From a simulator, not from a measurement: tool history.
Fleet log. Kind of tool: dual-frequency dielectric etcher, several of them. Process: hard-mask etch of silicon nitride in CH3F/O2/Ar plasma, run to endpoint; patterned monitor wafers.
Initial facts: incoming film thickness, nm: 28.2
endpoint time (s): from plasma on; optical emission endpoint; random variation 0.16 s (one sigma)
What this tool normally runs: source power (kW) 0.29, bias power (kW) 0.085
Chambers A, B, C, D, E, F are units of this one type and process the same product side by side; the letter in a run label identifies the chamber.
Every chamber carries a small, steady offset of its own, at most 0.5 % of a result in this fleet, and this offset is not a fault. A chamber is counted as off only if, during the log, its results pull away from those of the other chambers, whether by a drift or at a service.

run,hour,source power (kW),bias power (kW),endpoint time (s)
1A,7.6,0.29,0.085,43.272
2C,15.8,0.29,0.085,43.521
3F,26.1,0.29,0.085,43.208
4D,31.3,0.29,0.085,43.702
5B,41.2,0.29,0.085,43.412
6E,51.2,0.29,0.085,43.244
7A,61.1,0.29,0.085,43.446
8D,71.5,0.29,0.085,43.357
9E,79,0.29,0.085,43.303
10F,89.6,0.29,0.085,43.493
# hour 91.8: chamber D: source power generator calibrated
11B,100.3,0.29,0.085,43.378
12C,109.8,0.29,0.085,43.494
13B,120,0.29,0.085,43.32
14D,125,0.29,0.085,43.608
15F,131.2,0.29,0.085,43.187
16E,137.9,0.29,0.085,43.143
17C,147.3,0.29,0.085,43.281
# hour 150.2: chamber B: bias power generator calibrated
18A,157.8,0.29,0.085,43.231
19B,168,0.29,0.085,43.247
20D,174.2,0.23,0.099,44.575
21F,182,0.23,0.099,44.749
22A,190.4,0.23,0.099,44.509
23C,200.6,0.23,0.099,44.168
# hour 208.7: chamber E: wet clean of the chamber
24E,211.1,0.23,0.099,44.911
25D,215.9,0.23,0.099,44.977
26B,224.6,0.24,0.077,48.122
27C,229.9,0.24,0.077,47.441
28F,239.8,0.24,0.077,48.43
29A,247.7,0.24,0.077,48.447
# hour 251.5: chamber F: wet clean of the chamber
30E,255.6,0.24,0.077,48.269
31A,266.1,0.24,0.077,48.253
32E,273.8,0.29,0.085,43.31
33B,281.1,0.29,0.085,43.263
34D,287.6,0.29,0.085,43.609
35F,297.4,0.29,0.085,43.411
36C,303.3,0.29,0.085,42.326
37D,308.9,0.29,0.085,43.668
38F,317,0.29,0.085,43.393
39A,325.8,0.29,0.085,43.233
40B,332.3,0.29,0.085,43.405
41E,337.9,0.29,0.085,43.248
42C,345.4,0.29,0.085,42.404
43E,354.2,0.29,0.085,43.343
44D,364.3,0.29,0.085,43.535

Which is it: a chamber that has drifted or been left off by a service, a gauge drift common to all chambers, or only each chamber's usual small offset? If a chamber is off, name it and its likeliest cause.

One chamber, C, drifts off from the rest bit by bit.
Cause: etch rate over this chamber's usual, % = 3.02.

Here are 4 candidates for chamber C's next run, each the usual settings with a change, their results left as question marks. Which one brings its results back in line with what the others give on the usual settings?
Counts as in line when no further than this from what the other chambers average on the usual settings: endpoint time (s) 0.57
45C-1,372.2,0.29,0.079,?
45C-2,372.2,0.27,0.079,?
45C-3,372.2,0.33,0.085,?
45C-4,372.2,0.3,0.088,?

Mean of the other chambers on the usual settings: endpoint time (s) 43.365
run,endpoint time (s)
45C-1,43.293
45C-2,44.458
45C-3,40.199
45C-4,41.13
The answer is 45C-1, which returns the chamber to within the allowed miss of the others.
